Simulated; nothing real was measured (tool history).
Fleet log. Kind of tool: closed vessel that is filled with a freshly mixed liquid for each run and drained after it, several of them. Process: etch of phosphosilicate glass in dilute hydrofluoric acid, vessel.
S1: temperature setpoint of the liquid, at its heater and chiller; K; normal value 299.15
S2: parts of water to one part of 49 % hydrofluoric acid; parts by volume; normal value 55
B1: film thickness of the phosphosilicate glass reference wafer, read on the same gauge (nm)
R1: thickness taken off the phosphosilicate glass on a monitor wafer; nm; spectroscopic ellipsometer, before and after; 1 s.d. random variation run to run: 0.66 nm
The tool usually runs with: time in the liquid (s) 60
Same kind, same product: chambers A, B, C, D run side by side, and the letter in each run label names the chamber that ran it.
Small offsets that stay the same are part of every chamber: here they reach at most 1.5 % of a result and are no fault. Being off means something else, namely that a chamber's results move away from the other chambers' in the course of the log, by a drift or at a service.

run 1D hour=5.7 | S1=299.15 S2=55 time_in_the_liquid_(s)=60 | B1=59.975 | R1=80.774
run 2A hour=10.1 | S1=299.15 S2=55 time_in_the_liquid_(s)=60 | B1=60.029 | R1=78.806
run 3B hour=12.9 | S1=299.15 S2=55 time_in_the_liquid_(s)=60 | B1=60.031 | R1=80.015
run 4C hour=18.5 | S1=299.15 S2=55 time_in_the_liquid_(s)=60 | B1=59.995 | R1=79.410
run 5D hour=22.6 | S1=299.15 S2=55 time_in_the_liquid_(s)=60 | B1=60.013 | R1=80.066
run 6B hour=26.8 | S1=299.15 S2=75 time_in_the_liquid_(s)=60 | B1=60.007 | R1=57.050
run 7C hour=29.4 | S1=299.15 S2=75 time_in_the_liquid_(s)=60 | B1=60.050 | R1=56.822
run 8A hour=35.1 | S1=299.15 S2=75 time_in_the_liquid_(s)=60 | B1=59.993 | R1=55.681
run 9A hour=39.0 | S1=299.15 S2=75 time_in_the_liquid_(s)=60 | B1=60.016 | R1=56.301
run 10C hour=42.7 | S1=299.15 S2=55 time_in_the_liquid_(s)=60 | B1=60.049 | R1=79.768
run 11B hour=48.0 | S1=299.15 S2=55 time_in_the_liquid_(s)=60 | B1=60.007 | R1=79.233
run 12D hour=51.8 | S1=296.15 S2=30 time_in_the_liquid_(s)=60 | B1=59.992 | R1=136.160
run 13B hour=54.5 | S1=296.15 S2=30 time_in_the_liquid_(s)=60 | B1=59.998 | R1=132.550
run 14C hour=58.8 | S1=296.15 S2=30 time_in_the_liquid_(s)=60 | B1=59.995 | R1=133.470
-- hour=60.4 chamber D: thermometer replaced
run 15D hour=62.1 | S1=296.15 S2=30 time_in_the_liquid_(s)=60 | B1=60.032 | R1=135.340
run 16A hour=66.4 | S1=299.15 S2=55 time_in_the_liquid_(s)=60 | B1=59.994 | R1=79.154
run 17A hour=70.2 | S1=299.15 S2=55 time_in_the_liquid_(s)=60 | B1=60.002 | R1=79.259
run 18C hour=75.5 | S1=299.15 S2=55 time_in_the_liquid_(s)=60 | B1=59.997 | R1=80.617
run 19D hour=78.1 | S1=299.15 S2=55 time_in_the_liquid_(s)=60 | B1=60.003 | R1=79.888
run 20B hour=83.3 | S1=296.65 S2=30 time_in_the_liquid_(s)=60 | B1=60.001 | R1=131.970
run 21D hour=88.6 | S1=296.65 S2=30 time_in_the_liquid_(s)=60 | B1=59.999 | R1=137.610
run 22C hour=93.4 | S1=296.65 S2=30 time_in_the_liquid_(s)=60 | B1=59.979 | R1=137.770
run 23B hour=98.2 | S1=296.65 S2=30 time_in_the_liquid_(s)=60 | B1=59.964 | R1=131.390
run 24A hour=100.8 | S1=299.15 S2=55 time_in_the_liquid_(s)=60 | B1=59.998 | R1=78.328
run 25A hour=104.3 | S1=299.15 S2=55 time_in_the_liquid_(s)=60 | B1=59.995 | R1=78.709
run 26C hour=107.2 | S1=301.15 S2=55 time_in_the_liquid_(s)=90 | B1=60.004 | R1=133.240
run 27D hour=110.5 | S1=301.15 S2=55 time_in_the_liquid_(s)=90 | B1=59.997 | R1=129.630
run 28B hour=113.4 | S1=301.15 S2=55 time_in_the_liquid_(s)=90 | B1=60.018 | R1=126.240
run 29D hour=117.6 | S1=301.15 S2=55 time_in_the_liquid_(s)=90 | B1=60.034 | R1=129.190
run 30B hour=122.2 | S1=299.15 S2=55 time_in_the_liquid_(s)=60 | B1=60.008 | R1=76.490
run 31C hour=125.0 | S1=299.15 S2=80 time_in_the_liquid_(s)=60 | B1=59.999 | R1=54.256
run 32A hour=129.1 | S1=299.15 S2=80 time_in_the_liquid_(s)=60 | B1=60.009 | R1=51.777
run 33A hour=132.2 | S1=299.15 S2=80 time_in_the_liquid_(s)=60 | B1=60.021 | R1=52.167

Decide between three cases: one chamber stands off from its peers, the gauge reading all wafers drifts, or nothing is wrong past each chamber's small offset. Where a chamber is off, say which and what most likely put it there.

One chamber, B, drifts off from the rest bit by bit.
What lies behind it: liquid colder than its thermometer reads (K) = 1.14.
The log may not separate it from: hydrofluoric acid flow below the setpoint (%).

Which of the 4 candidates below, each the usual settings with something changed and its results left as question marks, puts chamber B back in line with what the other chambers give on the usual settings?
To be in line, a result may differ from the other chambers' mean on the usual settings by at most: R1 2.300 nm
run 34B-1 hour=136.4 | S1=299.15 S2=50 time_in_the_liquid_(s)=60 | R1=?
run 34B-2 hour=136.4 | S1=298.15 S2=55 time_in_the_liquid_(s)=60 | R1=?
run 34B-3 hour=136.4 | S1=296.65 S2=55 time_in_the_liquid_(s)=60 | R1=?
run 34B-4 hour=136.4 | S1=300.15 S2=55 time_in_the_liquid_(s)=60 | R1=?

On the usual settings, the other chambers give on average: R1 79.601 nm
run=34B-1 R1=84.347
run=34B-2 R1=73.182
run=34B-3 R1=68.788
run=34B-4 R1=79.388
With 34B-4, the chamber falls back in line with the rest.
